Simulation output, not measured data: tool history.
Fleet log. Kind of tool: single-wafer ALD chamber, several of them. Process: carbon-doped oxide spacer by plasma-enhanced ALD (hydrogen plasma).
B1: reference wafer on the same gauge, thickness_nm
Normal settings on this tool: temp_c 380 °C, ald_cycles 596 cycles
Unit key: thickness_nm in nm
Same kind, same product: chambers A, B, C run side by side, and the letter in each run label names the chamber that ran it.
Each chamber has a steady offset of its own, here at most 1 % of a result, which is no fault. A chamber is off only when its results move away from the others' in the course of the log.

run 1B hour=2.4 | temp_c=380 ald_cycles=596 | B1=34.389 | thickness_nm=30.023
run 2A hour=6.8 | temp_c=380 ald_cycles=596 | B1=34.372 | thickness_nm=29.562
run 3C hour=10.7 | temp_c=380 ald_cycles=596 | B1=34.352 | thickness_nm=29.85
run 4A hour=14 | temp_c=380 ald_cycles=596 | B1=34.345 | thickness_nm=29.793
run 5B hour=17.2 | temp_c=380 ald_cycles=596 | B1=34.356 | thickness_nm=29.449
run 6C hour=21.3 | temp_c=380 ald_cycles=596 | B1=34.403 | thickness_nm=29.776
run 7A hour=23.8 | temp_c=380 ald_cycles=596 | B1=34.377 | thickness_nm=29.473
run 8C hour=27.6 | temp_c=389 ald_cycles=549 | B1=34.438 | thickness_nm=27.287
run 9B hour=30 | temp_c=389 ald_cycles=549 | B1=34.395 | thickness_nm=27.478
run 10C hour=33.5 | temp_c=389 ald_cycles=549 | B1=34.37 | thickness_nm=27.216
run 11B hour=37.8 | temp_c=380 ald_cycles=596 | B1=34.442 | thickness_nm=29.792
run 12A hour=41.8 | temp_c=380 ald_cycles=596 | B1=34.443 | thickness_nm=29.503
run 13B hour=44.3 | temp_c=380 ald_cycles=596 | B1=34.403 | thickness_nm=29.758
run 14C hour=46.7 | temp_c=380 ald_cycles=596 | B1=34.353 | thickness_nm=29.663
run 15A hour=48.9 | temp_c=380 ald_cycles=596 | B1=34.408 | thickness_nm=29.558
run 16A hour=52.2 | temp_c=380 ald_cycles=596 | B1=34.351 | thickness_nm=29.75
run 17B hour=55.7 | temp_c=385 ald_cycles=545 | B1=34.482 | thickness_nm=27.203
run 18C hour=60.3 | temp_c=385 ald_cycles=545 | B1=34.409 | thickness_nm=27.248
run 19C hour=62.6 | temp_c=385 ald_cycles=545 | B1=34.369 | thickness_nm=26.986
run 20B hour=65.7 | temp_c=380 ald_cycles=596 | B1=34.363 | thickness_nm=30.129
run 21A hour=67.9 | temp_c=380 ald_cycles=596 | B1=34.411 | thickness_nm=29.68

All chambers now run identical settings, listed one chamber a line with results as question marks. What results will each chamber show?
run 22A hour=71.2 | temp_c=380 ald_cycles=596 | thickness_nm=?
run 22B hour=71.2 | temp_c=380 ald_cycles=596 | thickness_nm=?
run 22C hour=71.2 | temp_c=380 ald_cycles=596 | thickness_nm=?

run=22A thickness_nm=29.554
run=22B thickness_nm=29.86
run=22C thickness_nm=29.502

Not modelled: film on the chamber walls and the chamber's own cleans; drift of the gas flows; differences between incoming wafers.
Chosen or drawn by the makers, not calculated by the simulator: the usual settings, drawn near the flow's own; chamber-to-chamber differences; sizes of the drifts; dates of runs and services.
